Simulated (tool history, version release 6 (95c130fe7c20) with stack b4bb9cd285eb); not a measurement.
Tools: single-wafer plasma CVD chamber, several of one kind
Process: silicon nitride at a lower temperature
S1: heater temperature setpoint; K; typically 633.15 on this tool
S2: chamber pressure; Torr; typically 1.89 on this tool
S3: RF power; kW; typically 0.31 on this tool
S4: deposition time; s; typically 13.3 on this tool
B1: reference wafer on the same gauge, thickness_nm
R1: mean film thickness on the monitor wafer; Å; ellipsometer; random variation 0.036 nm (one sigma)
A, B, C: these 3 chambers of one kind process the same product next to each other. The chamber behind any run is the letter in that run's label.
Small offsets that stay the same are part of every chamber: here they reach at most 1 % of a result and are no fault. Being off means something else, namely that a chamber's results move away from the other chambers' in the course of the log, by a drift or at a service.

run 1B day=0.233 | S1=633.15 S2=1.89 S3=0.31 S4=13.3 | B1=13.602 | R1=165.65
run 2C day=0.4 | S1=633.15 S2=1.89 S3=0.31 S4=13.3 | B1=13.6 | R1=167.61
run 3A day=0.538 | S1=633.15 S2=1.89 S3=0.31 S4=13.3 | B1=13.607 | R1=167.56
run 4B day=0.771 | S1=633.15 S2=1.89 S3=0.31 S4=13.3 | B1=13.598 | R1=166.3
run 5C day=0.996 | S1=633.15 S2=1.89 S3=0.31 S4=13.3 | B1=13.602 | R1=167.63
run 6A day=1.271 | S1=633.15 S2=1.89 S3=0.31 S4=13.3 | B1=13.598 | R1=167
run 7A day=1.504 | S1=633.15 S2=1.89 S3=0.31 S4=13.3 | B1=13.6 | R1=167.14
run 8C day=1.75 | S1=633.15 S2=1.89 S3=0.31 S4=13.3 | B1=13.591 | R1=167.38
run 9B day=1.904 | S1=633.15 S2=1.89 S3=0.31 S4=13.3 | B1=13.6 | R1=164.74
run 10C day=2.067 | S1=633.15 S2=1.89 S3=0.31 S4=14.9 | B1=13.593 | R1=187.52
run 11A day=2.221 | S1=633.15 S2=1.89 S3=0.31 S4=14.9 | B1=13.599 | R1=187.54
run 12B day=2.358 | S1=633.15 S2=1.89 S3=0.31 S4=14.9 | B1=13.604 | R1=183.82
run 13C day=2.525 | S1=633.15 S2=1.89 S3=0.31 S4=13.3 | B1=13.599 | R1=167.96
run 14A day=2.8 | S1=633.15 S2=1.89 S3=0.31 S4=13.3 | B1=13.595 | R1=167.66
run 15B day=3.004 | S1=633.15 S2=1.89 S3=0.31 S4=13.3 | B1=13.596 | R1=164.27
run 16C day=3.204 | S1=633.15 S2=1.89 S3=0.31 S4=11.7 | B1=13.598 | R1=147.84
run 17A day=3.454 | S1=633.15 S2=1.89 S3=0.31 S4=11.7 | B1=13.599 | R1=146.47
-- day=3.542 chamber A: RF generator calibrated
run 18B day=3.646 | S1=633.15 S2=1.89 S3=0.31 S4=11.7 | B1=13.596 | R1=143.33
run 19C day=3.783 | S1=633.15 S2=1.89 S3=0.31 S4=13.3 | B1=13.604 | R1=168.14
run 20A day=3.938 | S1=633.15 S2=1.89 S3=0.31 S4=13.3 | B1=13.6 | R1=167.22

Is one chamber off against the others, does the gauge drift, or is nothing wrong? If a chamber is off, say which, and what the likeliest cause is.

It is chamber B that slowly wanders off from its peers.
Likeliest cause: true pressure below the setpoint (%) = 7.51.
From this log alone, it may not be told apart from: delivered RF power below the setpoint (%).

Chamber B could run next with any of the 4 candidate recipes listed below; each alters the usual settings, and their results appear as question marks. Which one brings its results back in line with what the other chambers deliver on the usual settings?
A result is in line if it is within this distance of the other chambers' mean on the usual settings: R1 1.3 Å
run 21B-1 day=4.142 | S1=633.15 S2=1.89 S3=0.295 S4=13.3 | R1=?
run 21B-2 day=4.142 | S1=633.15 S2=1.91 S3=0.31 S4=13.7 | R1=?
run 21B-3 day=4.142 | S1=633.15 S2=2.33 S3=0.31 S4=13.3 | R1=?
run 21B-4 day=4.142 | S1=633.15 S2=1.89 S3=0.285 S4=13.3 | R1=?

Mean of the other chambers on the usual settings: R1 167.4 Å
run=21B-1 R1=157.31
run=21B-2 R1=167.92
run=21B-3 R1=171.96
run=21B-4 R1=153.7
Change 21B-2 lands the chamber within the allowed miss of the other chambers.

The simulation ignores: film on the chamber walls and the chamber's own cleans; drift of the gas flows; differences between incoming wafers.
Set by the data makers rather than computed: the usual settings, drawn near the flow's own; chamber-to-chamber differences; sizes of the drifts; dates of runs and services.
